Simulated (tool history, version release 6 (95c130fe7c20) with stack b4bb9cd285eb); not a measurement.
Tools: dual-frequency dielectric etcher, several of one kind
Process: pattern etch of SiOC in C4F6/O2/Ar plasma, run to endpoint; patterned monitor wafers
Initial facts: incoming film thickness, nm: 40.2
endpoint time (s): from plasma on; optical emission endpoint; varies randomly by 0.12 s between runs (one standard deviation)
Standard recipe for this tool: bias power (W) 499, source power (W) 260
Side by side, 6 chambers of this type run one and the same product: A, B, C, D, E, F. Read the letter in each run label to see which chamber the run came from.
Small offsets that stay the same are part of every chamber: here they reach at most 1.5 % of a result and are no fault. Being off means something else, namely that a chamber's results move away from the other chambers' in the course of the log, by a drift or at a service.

run 1A hour=8.6 | bias_power_(W)=499 source_power_(W)=260 | endpoint_time_(s)=15.815
-- hour=9.7 chamber E: wet clean of the chamber
run 2F hour=17.1 | bias_power_(W)=499 source_power_(W)=260 | endpoint_time_(s)=15.897
run 3E hour=24.8 | bias_power_(W)=499 source_power_(W)=260 | endpoint_time_(s)=15.506
run 4C hour=39.2 | bias_power_(W)=499 source_power_(W)=260 | endpoint_time_(s)=15.942
run 5D hour=52.8 | bias_power_(W)=499 source_power_(W)=260 | endpoint_time_(s)=16.048
run 6B hour=66.5 | bias_power_(W)=499 source_power_(W)=260 | endpoint_time_(s)=15.779
run 7F hour=76.7 | bias_power_(W)=499 source_power_(W)=260 | endpoint_time_(s)=15.753
run 8D hour=86.3 | bias_power_(W)=499 source_power_(W)=210 | endpoint_time_(s)=17.233
run 9C hour=97.6 | bias_power_(W)=499 source_power_(W)=210 | endpoint_time_(s)=17.161
run 10A hour=108.7 | bias_power_(W)=499 source_power_(W)=210 | endpoint_time_(s)=17.004
run 11E hour=118.3 | bias_power_(W)=499 source_power_(W)=210 | endpoint_time_(s)=16.865
run 12B hour=126.0 | bias_power_(W)=499 source_power_(W)=210 | endpoint_time_(s)=17.193
-- hour=127.2 chamber A: wet clean of the chamber
run 13F hour=139.5 | bias_power_(W)=499 source_power_(W)=210 | endpoint_time_(s)=17.167
run 14E hour=152.6 | bias_power_(W)=499 source_power_(W)=260 | endpoint_time_(s)=15.577
run 15C hour=163.3 | bias_power_(W)=499 source_power_(W)=260 | endpoint_time_(s)=15.968
run 16A hour=172.2 | bias_power_(W)=499 source_power_(W)=260 | endpoint_time_(s)=15.747
run 17B hour=185.1 | bias_power_(W)=555 source_power_(W)=320 | endpoint_time_(s)=13.994
run 18D hour=199.3 | bias_power_(W)=555 source_power_(W)=320 | endpoint_time_(s)=14.135
run 19D hour=213.4 | bias_power_(W)=555 source_power_(W)=320 | endpoint_time_(s)=14.231
run 20E hour=220.2 | bias_power_(W)=555 source_power_(W)=320 | endpoint_time_(s)=14.017
run 21B hour=231.4 | bias_power_(W)=555 source_power_(W)=320 | endpoint_time_(s)=14.151
run 22C hour=240.3 | bias_power_(W)=555 source_power_(W)=320 | endpoint_time_(s)=14.280
run 23A hour=249.5 | bias_power_(W)=499 source_power_(W)=260 | endpoint_time_(s)=15.820
-- hour=256.3 chamber D: wet clean of the chamber
run 24F hour=258.4 | bias_power_(W)=499 source_power_(W)=260 | endpoint_time_(s)=16.029
run 25D hour=269.3 | bias_power_(W)=499 source_power_(W)=260 | endpoint_time_(s)=16.016
run 26E hour=281.5 | bias_power_(W)=499 source_power_(W)=260 | endpoint_time_(s)=15.611
run 27A hour=294.5 | bias_power_(W)=499 source_power_(W)=260 | endpoint_time_(s)=15.912
run 28C hour=301.7 | bias_power_(W)=499 source_power_(W)=260 | endpoint_time_(s)=16.076
run 29B hour=312.9 | bias_power_(W)=499 source_power_(W)=260 | endpoint_time_(s)=15.957
run 30F hour=321.7 | bias_power_(W)=588 source_power_(W)=260 | endpoint_time_(s)=15.151
run 31B hour=330.4 | bias_power_(W)=588 source_power_(W)=260 | endpoint_time_(s)=14.948
run 32D hour=336.8 | bias_power_(W)=588 source_power_(W)=260 | endpoint_time_(s)=14.868
run 33F hour=348.6 | bias_power_(W)=588 source_power_(W)=260 | endpoint_time_(s)=14.756
run 34E hour=359.9 | bias_power_(W)=588 source_power_(W)=260 | endpoint_time_(s)=14.632
run 35A hour=372.6 | bias_power_(W)=588 source_power_(W)=260 | endpoint_time_(s)=14.835
run 36C hour=381.7 | bias_power_(W)=499 source_power_(W)=260 | endpoint_time_(s)=15.982
run 37B hour=395.9 | bias_power_(W)=499 source_power_(W)=260 | endpoint_time_(s)=15.747
run 38E hour=403.2 | bias_power_(W)=499 source_power_(W)=260 | endpoint_time_(s)=15.647

Next, every chamber runs the same settings. What will each give?
run 39A hour=413.6 | bias_power_(W)=499 source_power_(W)=280 | endpoint_time_(s)=?
run 39B hour=413.6 | bias_power_(W)=499 source_power_(W)=280 | endpoint_time_(s)=?
run 39C hour=413.6 | bias_power_(W)=499 source_power_(W)=280 | endpoint_time_(s)=?
run 39D hour=413.6 | bias_power_(W)=499 source_power_(W)=280 | endpoint_time_(s)=?
run 39E hour=413.6 | bias_power_(W)=499 source_power_(W)=280 | endpoint_time_(s)=?
run 39F hour=413.6 | bias_power_(W)=499 source_power_(W)=280 | endpoint_time_(s)=?

run=39A endpoint_time_(s)=15.261
run=39B endpoint_time_(s)=15.477
run=39C endpoint_time_(s)=15.536
run=39D endpoint_time_(s)=15.437
run=39E endpoint_time_(s)=15.033
run=39F endpoint_time_(s)=15.202
